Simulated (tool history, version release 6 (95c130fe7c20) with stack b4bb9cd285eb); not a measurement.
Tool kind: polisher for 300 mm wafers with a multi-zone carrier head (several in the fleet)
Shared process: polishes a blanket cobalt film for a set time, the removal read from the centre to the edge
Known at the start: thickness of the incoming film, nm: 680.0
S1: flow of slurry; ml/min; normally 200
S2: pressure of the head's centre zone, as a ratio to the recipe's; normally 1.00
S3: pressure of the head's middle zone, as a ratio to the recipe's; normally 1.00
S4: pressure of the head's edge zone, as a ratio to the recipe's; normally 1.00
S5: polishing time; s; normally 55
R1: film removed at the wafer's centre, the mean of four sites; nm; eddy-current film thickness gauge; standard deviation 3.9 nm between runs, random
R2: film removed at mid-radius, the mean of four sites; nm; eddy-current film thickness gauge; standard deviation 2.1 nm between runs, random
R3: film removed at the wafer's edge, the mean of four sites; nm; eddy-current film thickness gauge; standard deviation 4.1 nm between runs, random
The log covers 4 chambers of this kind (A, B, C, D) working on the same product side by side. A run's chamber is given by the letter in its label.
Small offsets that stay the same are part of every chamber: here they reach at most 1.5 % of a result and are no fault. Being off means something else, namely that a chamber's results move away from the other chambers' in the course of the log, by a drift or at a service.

run     day   S1    S2    S3    S4  S5      R1      R2      R3
 1A   0.538  200  1.00  1.00  1.00  55  268.58  268.96  275.71
      0.875  -- chamber A: worn pad replaced by a new one
 2D   1.008  200  1.00  1.00  1.00  55  268.62  270.93  272.64
 3C   1.304  200  1.00  1.00  1.00  55  283.95  279.34  274.19
 4B   1.571  200  1.00  1.00  1.00  55  281.09  276.48  266.70
      1.708  -- chamber D: worn pad replaced by a new one
      1.846  -- chamber B: worn pad replaced by a new one
 5A   2.042  200  1.00  1.00  1.00  55  269.43  267.58  276.61
      2.346  -- chamber A: slurry nozzle cleaned
 6B   2.429  200  1.00  1.00  1.00  55  275.44  281.04  271.85
 7C   2.996  200  1.00  1.00  1.00  55  273.95  273.72  277.57
 8D   3.450  200  1.00  0.90  1.00  61  302.65  268.12  301.85
      3.696  -- chamber C: worn pad replaced by a new one
 9A   3.725  200  1.00  0.90  1.00  61  301.96  275.75  303.45
10D   4.062  200  1.00  0.90  1.00  61  301.40  270.14  307.99
11C   4.654  200  1.00  0.90  1.00  61  305.76  274.30  308.68
      4.842  -- chamber D: worn pad replaced by a new one
      4.979  -- chamber A: worn pad replaced by a new one
12B   5.229  200  1.00  0.89  1.00  55  270.66  247.41  276.29
13A   5.692  200  1.00  0.89  1.00  55  262.49  245.90  276.37
14C   6.050  200  1.00  0.89  1.00  55  272.99  251.31  270.60
      6.150  -- chamber B: worn pad replaced by a new one
15B   6.417  200  1.00  0.89  1.00  55  270.73  245.74  270.03
16D   6.721  200  1.00  1.00  1.00  55  282.60  266.13  265.49
17A   7.179  200  1.00  1.00  1.00  55  272.67  270.43  272.80
18C   7.475  200  1.00  1.00  1.00  55  272.97  277.76  269.52
19D   8.050  200  1.00  1.00  1.00  55  287.92  268.49  267.05
      8.433  -- chamber A: centre zone pressure recalibrated
20B   8.575  200  1.09  1.00  1.00  55  297.97  276.86  273.54
      8.583  -- chamber D: worn pad replaced by a new one
      8.742  -- chamber C: slurry nozzle cleaned
      8.746  -- chamber C: worn pad replaced by a new one
21A   8.996  200  1.09  1.00  1.00  55  301.12  269.95  270.37
      9.017  -- chamber A: worn pad replaced by a new one
22D   9.433  200  1.09  1.00  1.00  55  310.49  268.77  267.89
23B   9.971  200  1.09  1.00  1.00  55  303.24  275.11  269.36
24C  10.288  200  1.00  1.00  1.00  55  277.22  276.14  276.00
     10.658  -- chamber B: worn pad replaced by a new one
25C  10.804  200  1.00  1.00  1.07  55  273.68  275.34  283.68
26A  11.183  200  1.00  1.00  1.07  55  266.58  271.80  281.01
27B  11.462  200  1.00  1.00  1.07  55  277.26  276.07  275.13
28D  12.042  200  1.00  1.00  1.07  55  289.30  271.86  277.89
     12.162  -- chamber D: worn pad replaced by a new one
29C  12.304  200  1.00  1.00  1.00  55  275.66  275.99  272.97
30A  12.558  200  1.00  1.00  1.00  55  270.16  270.77  268.92
     12.921  -- chamber C: edge zone pressure recalibrated
31D  13.008  200  1.00  1.07  1.00  55  288.16  286.94  275.06
     13.112  -- chamber B: slurry nozzle cleaned
     13.133  -- chamber A: worn pad replaced by a new one
32B  13.383  200  1.00  1.07  1.00  55  268.41  296.82  270.59
33A  13.683  200  1.00  1.07  1.00  55  268.96  285.14  260.97
     13.708  -- chamber C: worn pad replaced by a new one
34B  14.058  200  1.00  1.07  1.00  55  277.08  292.27  274.02
35C  14.625  200  1.00  1.00  1.00  55  274.20  276.63  274.02
36D  14.946  200  1.00  1.00  1.00  55  297.52  270.01  268.24
37D  15.450  200  1.00  1.00  1.00  55  301.47  268.91  279.35
     15.592  -- chamber D: worn pad replaced by a new one
38A  15.879  200  1.00  1.00  1.00  55  270.67  268.27  272.50
     15.912  -- chamber B: worn pad replaced by a new one
39B  16.288  200  1.00  1.00  1.00  55  269.12  276.57  270.90
40C  16.608  200  1.00  1.00  1.00  55  278.70  281.07  275.77
     16.642  -- chamber A: edge zone pressure recalibrated
     16.804  -- chamber A: worn pad replaced by a new one
41B  17.033  200  1.00  1.00  1.00  55  282.16  275.42  271.13
42D  17.592  200  1.00  1.00  1.00  55  299.49  266.56  273.71
43A  17.975  200  1.00  1.00  1.00  55  275.25  270.66  271.94
     18.200  -- chamber C: centre zone pressure recalibrated
44C  18.383  200  1.00  1.00  1.00  55  274.38  273.92  269.28

Which is it: a chamber that has drifted or been left off by a service, a gauge drift common to all chambers, or only each chamber's usual small offset? If a chamber is off, name it and its likeliest cause.

Chamber D drifts away from the others.
Cause: centre zone's pressure above its setpoint, % = 11.1.

Here are 4 candidates for chamber D's next run, each the usual settings with a change, their results left as question marks. Which one brings its results back in line with what the others give on the usual settings?
In line means no further than this from the other chambers' mean on the usual settings: R1 14.00 nm; R2 7.40 nm; R3 14.00 nm
45D-1  18.812  205  1.09  0.96  0.98  55   ?   ?   ?
45D-2  18.812  190  0.84  1.07  1.04  55   ?   ?   ?
45D-3  18.812  195  0.91  1.04  1.02  55   ?   ?   ?
45D-4  18.812  215  1.17  0.92  0.94  56   ?   ?   ?

Mean of the other chambers on the usual settings: R1 273.62 nm; R2 273.72 nm; R3 272.15 nm
  run      R1      R2      R3
45D-1  335.12  257.92  269.63
45D-2  248.91  281.52  275.40
45D-3  273.09  275.39  273.51
45D-4  371.10  254.46  270.22
45D-3 puts the chamber back in line with the other chambers.
